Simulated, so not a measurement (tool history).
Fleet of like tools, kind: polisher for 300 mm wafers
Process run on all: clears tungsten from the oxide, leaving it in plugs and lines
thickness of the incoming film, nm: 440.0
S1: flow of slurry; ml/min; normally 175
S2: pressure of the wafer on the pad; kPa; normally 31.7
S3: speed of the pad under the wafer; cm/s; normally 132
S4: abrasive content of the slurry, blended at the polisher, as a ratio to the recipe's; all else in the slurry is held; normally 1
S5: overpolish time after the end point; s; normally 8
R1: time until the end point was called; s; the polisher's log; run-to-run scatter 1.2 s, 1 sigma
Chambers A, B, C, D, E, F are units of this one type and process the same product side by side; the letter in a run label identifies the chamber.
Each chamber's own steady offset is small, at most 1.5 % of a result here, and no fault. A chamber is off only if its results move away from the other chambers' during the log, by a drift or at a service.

run 1D hour=9.7 | S1=175 S2=31.7 S3=132 S4=1 S5=8 | R1=62.778
-- hour=13.7 chamber D: worn pad replaced by a new one
-- hour=16.4 chamber C: slurry blender recalibrated
run 2B hour=18.6 | S1=175 S2=31.7 S3=132 S4=1 S5=8 | R1=63.388
-- hour=23.2 chamber B: worn pad replaced by a new one
-- hour=25.1 chamber A: worn pad replaced by a new one
run 3C hour=33.7 | S1=175 S2=31.7 S3=132 S4=1 S5=8 | R1=60.126
run 4E hour=40.8 | S1=175 S2=31.7 S3=132 S4=1 S5=8 | R1=59.828
-- hour=45.8 chamber E: slurry tank refilled with fresh slurry and peroxide
-- hour=46.1 chamber E: worn pad replaced by a new one
-- hour=48.4 chamber F: slurry blender recalibrated
-- hour=50.6 chamber D: slurry tank refilled with fresh slurry and peroxide
run 5A hour=51.6 | S1=175 S2=31.7 S3=132 S4=1 S5=8 | R1=62.041
run 6F hour=64.7 | S1=175 S2=31.7 S3=132 S4=1 S5=8 | R1=62.618
-- hour=72.8 chamber C: head pressure recalibrated
-- hour=79.9 chamber A: slurry tank refilled with fresh slurry and peroxide
run 7E hour=79.9 | S1=175 S2=31.7 S3=132 S4=1 S5=8 | R1=61.386
-- hour=80 chamber C: worn pad replaced by a new one
-- hour=81.1 chamber D: slurry blender recalibrated
-- hour=81.9 chamber F: head pressure recalibrated
-- hour=87 chamber F: slurry tank refilled with fresh slurry and peroxide
run 8C hour=87.6 | S1=175 S2=31.7 S3=132 S4=1 S5=8 | R1=62.469
-- hour=91.8 chamber E: slurry blender recalibrated
-- hour=92 chamber B: slurry nozzle cleaned
-- hour=94.3 chamber F: worn pad replaced by a new one
run 9A hour=101.3 | S1=175 S2=31.7 S3=132 S4=1.1 S5=8 | R1=62.369
-- hour=102.4 chamber C: slurry tank refilled with fresh slurry and peroxide
run 10D hour=115.9 | S1=175 S2=31.7 S3=132 S4=1.1 S5=8 | R1=61.817
-- hour=120.9 chamber B: worn pad replaced by a new one
run 11F hour=124.7 | S1=175 S2=31.7 S3=132 S4=1.1 S5=8 | R1=60.04
run 12B hour=136.1 | S1=175 S2=31.7 S3=132 S4=1.1 S5=8 | R1=65.926
-- hour=138.2 chamber D: worn pad replaced by a new one
run 13D hour=149.6 | S1=175 S2=31.7 S3=132 S4=1.1 S5=8 | R1=58.668
-- hour=153.9 chamber B: slurry blender recalibrated
run 14E hour=157.1 | S1=175 S2=31.7 S3=132 S4=1.1 S5=8 | R1=61.357
-- hour=165.6 chamber A: slurry tank refilled with fresh slurry and peroxide
-- hour=166.8 chamber C: worn pad replaced by a new one
run 15A hour=170.4 | S1=175 S2=31.7 S3=132 S4=1 S5=8 | R1=60.939
-- hour=173 chamber A: worn pad replaced by a new one
run 16F hour=177.5 | S1=175 S2=31.7 S3=132 S4=1 S5=8 | R1=62.978
-- hour=184 chamber E: worn pad replaced by a new one
run 17C hour=190.8 | S1=175 S2=31.7 S3=132 S4=1 S5=8 | R1=62.865
-- hour=194.6 chamber D: slurry tank refilled with fresh slurry and peroxide
-- hour=195.5 chamber E: slurry nozzle cleaned
run 18B hour=204.6 | S1=175 S2=31.7 S3=132 S4=1 S5=8 | R1=64.974
-- hour=207.3 chamber C: slurry nozzle cleaned
-- hour=209.8 chamber E: slurry tank refilled with fresh slurry and peroxide
run 19B hour=214.9 | S1=175 S2=31.7 S3=132 S4=1 S5=8 | R1=66.439
-- hour=219.8 chamber B: worn pad replaced by a new one
-- hour=223.1 chamber F: worn pad replaced by a new one
-- hour=226.1 chamber D: slurry blender recalibrated
run 20C hour=228.7 | S1=175 S2=31.7 S3=132 S4=1 S5=8 | R1=66.242
run 21D hour=239.5 | S1=175 S2=37.2 S3=132 S4=0.7 S5=8 | R1=60.59
-- hour=247.4 chamber E: slurry blender recalibrated
-- hour=249.4 chamber C: slurry blender recalibrated
run 22F hour=251.7 | S1=175 S2=37.2 S3=132 S4=0.7 S5=8 | R1=58.073
-- hour=258 chamber F: slurry tank refilled with fresh slurry and peroxide
-- hour=259.5 chamber A: slurry tank refilled with fresh slurry and peroxide
-- hour=261.3 chamber D: worn pad replaced by a new one
run 23E hour=264.3 | S1=175 S2=37.2 S3=132 S4=0.7 S5=8 | R1=56.47
-- hour=265.9 chamber C: worn pad replaced by a new one
-- hour=272.6 chamber B: head pressure recalibrated
run 24A hour=278.6 | S1=175 S2=37.2 S3=132 S4=0.7 S5=8 | R1=58.022
-- hour=292.7 chamber C: slurry tank refilled with fresh slurry and peroxide
run 25C hour=294.3 | S1=175 S2=37.2 S3=132 S4=0.7 S5=8 | R1=59.113
-- hour=303.3 chamber B: worn pad replaced by a new one
run 26B hour=305.6 | S1=175 S2=37.2 S3=132 S4=0.7 S5=8 | R1=66.383
-- hour=306.3 chamber F: slurry blender recalibrated
-- hour=307.2 chamber E: worn pad replaced by a new one
-- hour=314.7 chamber D: slurry tank refilled with fresh slurry and peroxide
run 27A hour=316.5 | S1=175 S2=31.7 S3=132 S4=1 S5=8 | R1=62.324
-- hour=319.2 chamber A: worn pad replaced by a new one
run 28E hour=331.5 | S1=175 S2=31.7 S3=132 S4=1 S5=8 | R1=61.566
-- hour=344.3 chamber B: slurry nozzle cleaned
run 29F hour=344.8 | S1=175 S2=31.7 S3=176 S4=1 S5=4 | R1=44.983
-- hour=345.8 chamber C: worn pad replaced by a new one
-- hour=346.2 chamber A: slurry tank refilled with fresh slurry and peroxide
-- hour=346.9 chamber A: slurry blender recalibrated
run 30D hour=353.6 | S1=175 S2=31.7 S3=176 S4=1 S5=4 | R1=46.485
run 31F hour=360.5 | S1=175 S2=31.7 S3=176 S4=1 S5=4 | R1=46.369
-- hour=370.3 chamber A: slurry nozzle cleaned
run 32C hour=371.7 | S1=175 S2=31.7 S3=176 S4=1 S5=4 | R1=46.843
-- hour=373.3 chamber E: slurry tank refilled with fresh slurry and peroxide
-- hour=374 chamber D: slurry blender recalibrated
-- hour=376.2 chamber D: worn pad replaced by a new one
run 33E hour=381.3 | S1=175 S2=31.7 S3=176 S4=1 S5=4 | R1=46.078
run 34B hour=395.1 | S1=175 S2=31.7 S3=176 S4=1 S5=4 | R1=57.007
run 35A hour=408.1 | S1=175 S2=31.7 S3=132 S4=1 S5=8 | R1=62.877
-- hour=414.1 chamber E: slurry blender recalibrated
run 36D hour=417 | S1=175 S2=31.7 S3=132 S4=1 S5=8 | R1=63.939
run 37D hour=431.7 | S1=175 S2=31.7 S3=132 S4=1 S5=8 | R1=63.031
-- hour=433.4 chamber E: worn pad replaced by a new one
run 38E hour=442.4 | S1=175 S2=31.7 S3=132 S4=1 S5=8 | R1=62.194
-- hour=444 chamber A: slurry tank refilled with fresh slurry and peroxide
run 39A hour=457.2 | S1=175 S2=31.7 S3=132 S4=1 S5=8 | R1=64.572

Next, all 6 chambers run the settings below, one line each with question marks for the results. What does each chamber give?
run 40A hour=468.5 | S1=175 S2=31.7 S3=132 S4=1 S5=8 | R1=?
run 40B hour=468.5 | S1=175 S2=31.7 S3=132 S4=1 S5=8 | R1=?
run 40C hour=468.5 | S1=175 S2=31.7 S3=132 S4=1 S5=8 | R1=?
run 40D hour=468.5 | S1=175 S2=31.7 S3=132 S4=1 S5=8 | R1=?
run 40E hour=468.5 | S1=175 S2=31.7 S3=132 S4=1 S5=8 | R1=?
run 40F hour=468.5 | S1=175 S2=31.7 S3=132 S4=1 S5=8 | R1=?

run=40A R1=63.498
run=40B R1=83.364
run=40C R1=64.352
run=40D R1=62.007
run=40E R1=61.172
run=40F R1=61.988
